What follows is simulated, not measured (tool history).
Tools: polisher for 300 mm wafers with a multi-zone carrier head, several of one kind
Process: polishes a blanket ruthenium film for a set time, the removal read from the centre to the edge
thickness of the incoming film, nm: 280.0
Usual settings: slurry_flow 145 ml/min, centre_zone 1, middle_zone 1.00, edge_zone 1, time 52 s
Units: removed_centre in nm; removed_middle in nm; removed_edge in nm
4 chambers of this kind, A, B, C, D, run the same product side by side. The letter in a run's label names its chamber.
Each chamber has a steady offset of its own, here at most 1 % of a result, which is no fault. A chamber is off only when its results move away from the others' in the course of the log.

run,hour,slurry_flow,centre_zone,middle_zone,edge_zone,time,removed_centre,removed_middle,removed_edge
1B,7.7,145,1,1.00,1,52,63.410,64.584,64.693
2D,14.0,145,1,1.00,1,52,64.396,64.704,64.283
3A,18.7,145,1,1.00,1,52,64.221,64.371,65.778
4C,25.6,145,1,1.00,1,52,65.543,64.285,64.776
5B,35.3,145,1,1.00,1,52,64.603,64.744,64.715
# hour 39.6: chamber B: worn pad replaced by a new one
6A,41.1,145,1,1.00,1,52,63.989,64.239,64.342
# hour 44.2: chamber D: worn pad replaced by a new one
# hour 44.9: chamber A: worn pad replaced by a new one
7C,49.0,145,1,1.00,1,52,64.210,64.319,63.988
8D,56.3,145,1,0.95,1,52,64.386,61.641,63.974
9D,62.5,145,1,0.95,1,52,64.716,61.111,64.458
10C,69.3,145,1,0.95,1,52,63.673,61.259,62.817
11A,78.0,145,1,0.95,1,52,65.475,61.883,65.038
# hour 79.5: chamber B: worn pad replaced by a new one
12B,86.5,145,1,1.00,1,52,64.511,64.588,63.932
13B,93.2,115,1,1.00,1,52,59.964,61.378,61.988
14A,99.8,115,1,1.00,1,52,60.480,61.004,63.142
15C,106.6,115,1,1.00,1,52,59.011,59.896,60.565
16D,115.5,115,1,1.00,1,52,61.352,60.793,61.496
# hour 118.1: chamber A: worn pad replaced by a new one
17C,120.6,145,1,1.00,1,52,61.923,62.423,61.861
# hour 125.6: chamber B: worn pad replaced by a new one
18B,129.6,145,1,1.00,1,52,63.767,64.579,64.028
19A,137.0,145,1,1.00,1,52,64.276,63.888,65.436
20D,144.5,145,1,1.00,1,52,63.902,64.152,62.997
21D,152.6,145,1,1.00,1,52,64.369,64.360,64.227
22A,157.5,145,1,1.00,1,52,64.946,64.409,65.803
23C,167.4,145,1,1.00,1,52,60.174,59.971,61.012
# hour 171.6: chamber B: worn pad replaced by a new one
24B,175.2,145,1,1.00,1,52,64.640,64.756,63.794
25C,185.0,130,1,1.00,1,38,42.445,43.540,43.610

What goes on in this fleet: one chamber off, a drifting gauge, or nothing beyond the chambers' own small offsets? Name the chamber and the cause, if any.

Chamber C drifts away from the others.
Cause: removal rate lost through wear of the pad, % = 7.84.
The log may not tell that from: slurry flow missing at the pad, %.

Here are 4 candidates for chamber C's next run, each the usual settings with a change, their results left as question marks. Which one brings its results back in line with what the others give on the usual settings?
In line means no further than this from the other chambers' mean on the usual settings: removed_centre 2.400 nm; removed_middle 1.500 nm; removed_edge 2.200 nm
26C-1,192.0,145,1,1.00,1,56,?,?,?
26C-2,192.0,145,1,1.00,1,48,?,?,?
26C-3,192.0,145,1,1.00,1,50,?,?,?
26C-4,192.0,145,1,1.00,1,54,?,?,?

The other chambers' mean on the usual settings: removed_centre 64.211 nm; removed_middle 64.452 nm; removed_edge 64.256 nm
run,removed_centre,removed_middle,removed_edge
26C-1,63.847,64.550,64.223
26C-2,54.726,55.328,55.048
26C-3,57.006,57.634,57.342
26C-4,61.567,62.244,61.930
26C-1 brings the chamber back in line.
